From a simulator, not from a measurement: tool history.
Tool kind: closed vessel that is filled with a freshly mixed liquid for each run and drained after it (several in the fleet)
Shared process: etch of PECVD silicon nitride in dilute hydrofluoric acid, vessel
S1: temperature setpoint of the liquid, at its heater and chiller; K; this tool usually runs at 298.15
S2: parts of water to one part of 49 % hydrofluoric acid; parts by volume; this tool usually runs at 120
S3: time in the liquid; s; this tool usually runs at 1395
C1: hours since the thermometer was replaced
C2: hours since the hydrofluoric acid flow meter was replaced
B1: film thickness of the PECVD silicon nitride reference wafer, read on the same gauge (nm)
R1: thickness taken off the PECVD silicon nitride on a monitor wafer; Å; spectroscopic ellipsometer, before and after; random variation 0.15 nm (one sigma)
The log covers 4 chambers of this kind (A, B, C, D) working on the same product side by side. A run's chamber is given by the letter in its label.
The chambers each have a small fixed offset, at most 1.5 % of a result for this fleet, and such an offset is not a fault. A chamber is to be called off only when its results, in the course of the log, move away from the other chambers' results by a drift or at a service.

run    day      S1   S2    S3      C1      C2      B1      R1
 1D  0.225  298.15  120  1395   491.8   607.4  129.98  264.79
 2A  0.483  298.15  120  1395    1166     208     130  271.21
 3C  0.712  298.15  120  1395   744.5     888  130.03   269.7
 4B  0.958  298.15  120  1395   555.1   510.5  130.03  267.29
 5A  1.112  298.15  120  1395  1181.1   223.1  129.98  271.41
 6C  1.238  298.15  120  1395   757.1   900.6     130   269.1
 7B  1.488  298.15  120  1395   567.8   523.2  129.99  267.26
 8D  1.679  298.15  120  1395   526.7   642.3  129.99  265.98
 9A  1.821  298.15  120  1395  1198.1   240.1  129.99  269.95
10D  1.988  296.65   75  1395   534.1   649.7     130  382.03
11B  2.217  296.65   75  1395   585.3   540.7  129.96  381.42
12C  2.367  296.65   75  1395   784.2   927.7  129.99  393.78
13C  2.567  296.65   75  1395     789   932.5     130  388.06
14B  2.725  298.15  120  1000   597.5   552.9  130.01  192.32
15A  2.879  298.15  120  1000  1223.5   265.5  130.01  193.81
16D  3.008  298.15  120  1000   558.6   674.2     130  189.15
17C   3.25  298.15  120  1000   805.4   948.9  129.99  192.06
18B  3.421  298.15  120  1395   614.2   569.6  130.02  265.95
19A  3.633  298.15  120  1395  1241.6   283.6  129.98  272.72
20D  3.754  298.15  120  1395   576.5   692.1  129.98  258.08
21A  3.896  298.15  120  1395  1247.9   289.9     130  272.58
22D  4.142  298.15  120  1395   585.8   701.4  130.01     258
23C  4.317  298.15  120  1395     831   974.5     130   266.4
24B    4.5  298.15  120  1395   640.1   595.5  129.98  265.05
25A  4.692  298.15  120  1395    1267     309  129.99  273.69
26C  4.921  298.15   65  1730   845.5     989  130.02  611.86
27D  5.054  298.15   65  1730   607.7   723.3  129.99  581.79
28B  5.229  298.15   65  1730   657.6     613     130  600.99
29B  5.442  298.15   65  1730   662.7   618.1  130.01  596.94
30A  5.562  298.15  120  1395  1287.9   329.9  130.01  271.72
31C  5.762  298.15  120  1395   865.7  1009.2  130.01  267.38
32D  5.979  298.15  160  2170   629.9   745.5  129.99   298.6
33D  6.221  298.15  160  2170   635.7   751.3  130.02  296.82
34C  6.346  298.15  160  2170   879.7  1023.2  129.98  316.26
35A  6.525  298.15  160  2170    1311     353  130.05  319.02
36B  6.729  298.15  120  1395   693.6     649  130.04  265.92
37C   6.85  298.15  120  1395   891.8  1035.3     130  268.74

Read the log: is a single chamber off, either drifting away or since a service, is the gauge that measures every chamber drifting, or is nothing wrong beyond small per-chamber offsets? Name any odd chamber and what most likely caused it.

One chamber, D, drifts off from the rest bit by bit.
Cause: hydrofluoric acid flow below the setpoint (%) = 6.02.
The log may not separate it from: liquid colder than its thermometer reads (K).

Below are 4 candidate recipes for chamber D's next run, each the usual settings with a change, their results shown as question marks. Which of them brings D's results back in line with what the other chambers give on the usual settings?
Allowed miss from the other chambers' usual-settings mean, per result, to count as in line: R1 5.1 Å
38D-1  7.042  297.65  120  1245               ?
38D-2  7.042  298.15  115  1440               ?
38D-3  7.042  298.15  125  1350               ?
38D-4  7.042  298.65  115  1495               ?

On the usual settings, the other chambers give on average: R1 268.96 Å
  run      R1
38D-1  217.89
38D-2  271.26
38D-3  234.24
38D-4  290.86
The answer is 38D-2, which returns the chamber to within the allowed miss of the others.

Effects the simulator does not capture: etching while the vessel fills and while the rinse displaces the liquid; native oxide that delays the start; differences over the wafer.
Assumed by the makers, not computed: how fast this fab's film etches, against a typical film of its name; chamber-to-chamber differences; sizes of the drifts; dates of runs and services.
